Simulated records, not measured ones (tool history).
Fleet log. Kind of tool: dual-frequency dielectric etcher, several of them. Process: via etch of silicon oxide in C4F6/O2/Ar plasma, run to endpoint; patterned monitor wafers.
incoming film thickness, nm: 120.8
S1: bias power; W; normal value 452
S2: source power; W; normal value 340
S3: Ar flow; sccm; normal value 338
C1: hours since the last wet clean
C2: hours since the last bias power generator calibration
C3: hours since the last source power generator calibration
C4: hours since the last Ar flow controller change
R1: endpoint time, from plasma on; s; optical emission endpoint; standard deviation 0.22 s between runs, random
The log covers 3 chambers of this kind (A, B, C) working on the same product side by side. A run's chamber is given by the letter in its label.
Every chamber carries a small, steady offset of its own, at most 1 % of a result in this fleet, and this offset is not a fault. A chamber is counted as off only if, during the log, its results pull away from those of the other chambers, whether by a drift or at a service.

{"run": "1C", "hour": 6.9, "S1": 452, "S2": 340, "S3": 338, "C1": 139.6, "C2": 1721, "C3": 1857.6, "C4": 2735.1, "R1": 29.667}
{"run": "2B", "hour": 12.9, "S1": 452, "S2": 340, "S3": 338, "C1": 480, "C2": 286.9, "C3": 3638.1, "C4": 2670.7, "R1": 29.278}
{"run": "3A", "hour": 21.5, "S1": 452, "S2": 340, "S3": 338, "C1": 218.2, "C2": 4687.4, "C3": 1215, "C4": 712.1, "R1": 29.648}
{"run": "4C", "hour": 27.7, "S1": 452, "S2": 340, "S3": 338, "C1": 160.4, "C2": 1741.8, "C3": 1878.4, "C4": 2755.9, "R1": 29.815}
{"run": "5B", "hour": 36.8, "S1": 452, "S2": 340, "S3": 338, "C1": 503.9, "C2": 310.8, "C3": 3662, "C4": 2694.6, "R1": 29.206}
{"run": "6A", "hour": 48.1, "S1": 452, "S2": 340, "S3": 338, "C1": 244.8, "C2": 4714, "C3": 1241.6, "C4": 738.7, "R1": 29.337}
{"run": "7B", "hour": 55.3, "S1": 452, "S2": 340, "S3": 338, "C1": 522.4, "C2": 329.3, "C3": 3680.5, "C4": 2713.1, "R1": 29.227}
{"hour": 56.6, "done": "chamber A: bias power generator calibrated"}
{"run": "8C", "hour": 60.5, "S1": 452, "S2": 340, "S3": 338, "C1": 193.2, "C2": 1774.6, "C3": 1911.2, "C4": 2788.7, "R1": 29.601}
{"run": "9A", "hour": 65.8, "S1": 452, "S2": 340, "S3": 338, "C1": 262.5, "C2": 9.2, "C3": 1259.3, "C4": 756.4, "R1": 29.505}
{"run": "10B", "hour": 73.9, "S1": 452, "S2": 340, "S3": 338, "C1": 541, "C2": 347.9, "C3": 3699.1, "C4": 2731.7, "R1": 29.489}
{"run": "11C", "hour": 79.4, "S1": 452, "S2": 340, "S3": 338, "C1": 212.1, "C2": 1793.5, "C3": 1930.1, "C4": 2807.6, "R1": 29.783}
{"run": "12A", "hour": 88.7, "S1": 452, "S2": 340, "S3": 338, "C1": 285.4, "C2": 32.1, "C3": 1282.2, "C4": 779.3, "R1": 29.51}
{"hour": 94.3, "done": "chamber B: wet clean of the chamber"}
{"run": "13B", "hour": 97.8, "S1": 452, "S2": 340, "S3": 338, "C1": 3.6, "C2": 371.8, "C3": 3723, "C4": 2755.6, "R1": 29.367}
{"run": "14A", "hour": 105.8, "S1": 452, "S2": 340, "S3": 338, "C1": 302.5, "C2": 49.2, "C3": 1299.3, "C4": 796.4, "R1": 29.336}
{"run": "15C", "hour": 111.5, "S1": 452, "S2": 340, "S3": 338, "C1": 244.2, "C2": 1825.6, "C3": 1962.2, "C4": 2839.7, "R1": 29.301}
{"run": "16B", "hour": 116.8, "S1": 452, "S2": 340, "S3": 338, "C1": 22.6, "C2": 390.8, "C3": 3742, "C4": 2774.6, "R1": 29.424}
{"run": "17C", "hour": 124.4, "S1": 452, "S2": 340, "S3": 338, "C1": 257.1, "C2": 1838.5, "C3": 1975.1, "C4": 2852.6, "R1": 30.255}
{"run": "18A", "hour": 131.2, "S1": 452, "S2": 340, "S3": 338, "C1": 327.9, "C2": 74.6, "C3": 1324.7, "C4": 821.8, "R1": 29.753}
{"run": "19B", "hour": 138.6, "S1": 452, "S2": 340, "S3": 338, "C1": 44.4, "C2": 412.6, "C3": 3763.8, "C4": 2796.4, "R1": 29.876}
{"run": "20A", "hour": 145.2, "S1": 452, "S2": 340, "S3": 338, "C1": 341.9, "C2": 88.6, "C3": 1338.7, "C4": 835.8, "R1": 29.598}
{"run": "21C", "hour": 152.0, "S1": 452, "S2": 340, "S3": 338, "C1": 284.7, "C2": 1866.1, "C3": 2002.7, "C4": 2880.2, "R1": 29.445}
{"run": "22A", "hour": 160.9, "S1": 533, "S2": 340, "S3": 303, "C1": 357.6, "C2": 104.3, "C3": 1354.4, "C4": 851.5, "R1": 27.855}
{"run": "23C", "hour": 172.4, "S1": 533, "S2": 340, "S3": 303, "C1": 305.1, "C2": 1886.5, "C3": 2023.1, "C4": 2900.6, "R1": 27.618}
{"run": "24B", "hour": 182.1, "S1": 533, "S2": 340, "S3": 303, "C1": 87.9, "C2": 456.1, "C3": 3807.3, "C4": 2839.9, "R1": 27.576}
{"run": "25C", "hour": 187.9, "S1": 452, "S2": 340, "S3": 338, "C1": 320.6, "C2": 1902, "C3": 2038.6, "C4": 2916.1, "R1": 29.725}
{"run": "26B", "hour": 198.2, "S1": 452, "S2": 340, "S3": 338, "C1": 104, "C2": 472.2, "C3": 3823.4, "C4": 2856, "R1": 29.641}
{"run": "27A", "hour": 205.0, "S1": 452, "S2": 340, "S3": 338, "C1": 401.7, "C2": 148.4, "C3": 1398.5, "C4": 895.6, "R1": 29.219}
{"run": "28A", "hour": 210.4, "S1": 452, "S2": 340, "S3": 338, "C1": 407.1, "C2": 153.8, "C3": 1403.9, "C4": 901, "R1": 29.463}
{"run": "29B", "hour": 216.7, "S1": 542, "S2": 400, "S3": 338, "C1": 122.5, "C2": 490.7, "C3": 3841.9, "C4": 2874.5, "R1": 25.683}
{"run": "30C", "hour": 228.1, "S1": 542, "S2": 400, "S3": 338, "C1": 360.8, "C2": 1942.2, "C3": 2078.8, "C4": 2956.3, "R1": 26.301}
{"run": "31B", "hour": 235.5, "S1": 542, "S2": 400, "S3": 338, "C1": 141.3, "C2": 509.5, "C3": 3860.7, "C4": 2893.3, "R1": 25.87}
{"run": "32A", "hour": 245.5, "S1": 452, "S2": 340, "S3": 338, "C1": 442.2, "C2": 188.9, "C3": 1439, "C4": 936.1, "R1": 29.291}
{"run": "33C", "hour": 255.6, "S1": 452, "S2": 340, "S3": 338, "C1": 388.3, "C2": 1969.7, "C3": 2106.3, "C4": 2983.8, "R1": 29.382}
{"run": "34C", "hour": 265.6, "S1": 359, "S2": 340, "S3": 294, "C1": 398.3, "C2": 1979.7, "C3": 2116.3, "C4": 2993.8, "R1": 32.051}
{"run": "35A", "hour": 273.6, "S1": 359, "S2": 340, "S3": 294, "C1": 470.3, "C2": 217, "C3": 1467.1, "C4": 964.2, "R1": 31.445}

Has any chamber moved away from the others, gradually or after a service, or does the common gauge drift, or do the chambers differ only by their own small steady offsets? State the chamber and the most likely cause if one applies.

All chambers stay in line apart from their small fixed offsets, and the gauge does not drift.
